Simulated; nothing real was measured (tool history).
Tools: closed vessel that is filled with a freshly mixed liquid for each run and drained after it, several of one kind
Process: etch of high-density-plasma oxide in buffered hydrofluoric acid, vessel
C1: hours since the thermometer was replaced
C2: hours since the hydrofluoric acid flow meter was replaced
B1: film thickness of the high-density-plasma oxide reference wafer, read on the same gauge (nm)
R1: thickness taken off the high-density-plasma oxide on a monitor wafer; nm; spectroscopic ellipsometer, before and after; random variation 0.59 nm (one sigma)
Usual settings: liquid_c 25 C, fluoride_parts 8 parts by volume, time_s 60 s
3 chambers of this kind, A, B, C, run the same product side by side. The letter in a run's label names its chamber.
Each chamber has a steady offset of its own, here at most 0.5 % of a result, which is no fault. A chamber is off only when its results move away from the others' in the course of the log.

run 1C hour=9.4 | liquid_c=25 fluoride_parts=8 time_s=60 | C1=80.6 C2=526 | B1=69.936 | R1=109.64
run 2B hour=15.3 | liquid_c=25 fluoride_parts=8 time_s=60 | C1=718.4 C2=883.3 | B1=70.031 | R1=109.07
run 3A hour=22.5 | liquid_c=25 fluoride_parts=8 time_s=60 | C1=1196.5 C2=915.5 | B1=70.005 | R1=109.41
run 4C hour=27.4 | liquid_c=25 fluoride_parts=8 time_s=60 | C1=98.6 C2=544 | B1=70.035 | R1=108.56
run 5B hour=34.8 | liquid_c=25 fluoride_parts=8 time_s=60 | C1=737.9 C2=902.8 | B1=70.021 | R1=109.18
run 6A hour=39.7 | liquid_c=25 fluoride_parts=6 time_s=60 | C1=1213.7 C2=932.7 | B1=70.063 | R1=144.13
run 7B hour=49.7 | liquid_c=25 fluoride_parts=6 time_s=60 | C1=752.8 C2=917.7 | B1=69.983 | R1=144.51
run 8C hour=58.7 | liquid_c=25 fluoride_parts=6 time_s=60 | C1=129.9 C2=575.3 | B1=69.956 | R1=144.96
run 9A hour=64.8 | liquid_c=25 fluoride_parts=8 time_s=60 | C1=1238.8 C2=957.8 | B1=69.994 | R1=109.36
run 10C hour=70 | liquid_c=25 fluoride_parts=8 time_s=60 | C1=141.2 C2=586.6 | B1=69.955 | R1=109.28
run 11A hour=78 | liquid_c=25 fluoride_parts=8 time_s=60 | C1=1252 C2=971 | B1=69.961 | R1=109.74
run 12B hour=87.9 | liquid_c=25 fluoride_parts=8 time_s=40 | C1=791 C2=955.9 | B1=69.996 | R1=73.048
run 13C hour=96.2 | liquid_c=25 fluoride_parts=8 time_s=40 | C1=167.4 C2=612.8 | B1=69.98 | R1=73.325
run 14A hour=101.2 | liquid_c=25 fluoride_parts=8 time_s=40 | C1=1275.2 C2=994.2 | B1=69.933 | R1=73.153
run 15B hour=106.1 | liquid_c=25 fluoride_parts=8 time_s=85 | C1=809.2 C2=974.1 | B1=69.975 | R1=154.22
run 16B hour=115 | liquid_c=25 fluoride_parts=8 time_s=85 | C1=818.1 C2=983 | B1=70.031 | R1=155.68
run 17C hour=122 | liquid_c=25 fluoride_parts=8 time_s=85 | C1=193.2 C2=638.6 | B1=70.002 | R1=155.23
run 18A hour=131.6 | liquid_c=25 fluoride_parts=8 time_s=60 | C1=1305.6 C2=1024.6 | B1=69.996 | R1=107.74
run 19C hour=140.8 | liquid_c=25 fluoride_parts=8 time_s=60 | C1=212 C2=657.4 | B1=70.042 | R1=109.67
run 20A hour=150 | liquid_c=25 fluoride_parts=8 time_s=60 | C1=1324 C2=1043 | B1=69.96 | R1=109.1
run 21B hour=156.4 | liquid_c=25 fluoride_parts=8 time_s=60 | C1=859.5 C2=1024.4 | B1=69.998 | R1=108.03
run 22B hour=166.4 | liquid_c=25 fluoride_parts=8 time_s=60 | C1=869.5 C2=1034.4 | B1=70.01 | R1=109.5
run 23A hour=176.1 | liquid_c=25 fluoride_parts=8 time_s=60 | C1=1350.1 C2=1069.1 | B1=69.975 | R1=110.54
run 24C hour=185.8 | liquid_c=25 fluoride_parts=8 time_s=60 | C1=257 C2=702.4 | B1=70.003 | R1=110.91
run 25A hour=195.4 | liquid_c=25 fluoride_parts=8 time_s=60 | C1=1369.4 C2=1088.4 | B1=69.999 | R1=109.52
run 26B hour=204.6 | liquid_c=30 fluoride_parts=8 time_s=95 | C1=907.7 C2=1072.6 | B1=69.978 | R1=226.56
run 27C hour=211.9 | liquid_c=30 fluoride_parts=8 time_s=95 | C1=283.1 C2=728.5 | B1=70.043 | R1=227.79
run 28C hour=222.3 | liquid_c=30 fluoride_parts=8 time_s=95 | C1=293.5 C2=738.9 | B1=69.998 | R1=226.51
run 29A hour=232.2 | liquid_c=25 fluoride_parts=8 time_s=60 | C1=1406.2 C2=1125.2 | B1=70.032 | R1=109.28
run 30B hour=242.3 | liquid_c=25 fluoride_parts=8 time_s=60 | C1=945.4 C2=1110.3 | B1=69.979 | R1=109.45
run 31C hour=248.9 | liquid_c=25 fluoride_parts=8 time_s=60 | C1=320.1 C2=765.5 | B1=69.98 | R1=110.88
run 32A hour=257.4 | liquid_c=25 fluoride_parts=6 time_s=80 | C1=1431.4 C2=1150.4 | B1=70.037 | R1=190.17
run 33B hour=268.2 | liquid_c=25 fluoride_parts=6 time_s=80 | C1=971.3 C2=1136.2 | B1=69.981 | R1=193.26
run 34C hour=277 | liquid_c=25 fluoride_parts=6 time_s=80 | C1=348.2 C2=793.6 | B1=69.984 | R1=191.25
run 35B hour=281.9 | liquid_c=25 fluoride_parts=8 time_s=60 | C1=985 C2=1149.9 | B1=69.992 | R1=110.46
run 36A hour=286.9 | liquid_c=25 fluoride_parts=8 time_s=60 | C1=1460.9 C2=1179.9 | B1=70.01 | R1=110
run 37A hour=294.7 | liquid_c=27.5 fluoride_parts=8 time_s=35 | C1=1468.7 C2=1187.7 | B1=69.971 | R1=73.19
run 38B hour=302 | liquid_c=27.5 fluoride_parts=8 time_s=35 | C1=1005.1 C2=1170 | B1=69.974 | R1=73.494

All 3 chambers run these settings next. Forecast each chamber's results:
run 39A hour=309.9 | liquid_c=25 fluoride_parts=8 time_s=60 | R1=?
run 39B hour=309.9 | liquid_c=25 fluoride_parts=8 time_s=60 | R1=?
run 39C hour=309.9 | liquid_c=25 fluoride_parts=8 time_s=60 | R1=?

run=39A R1=109.03
run=39B R1=109.63
run=39C R1=109.72
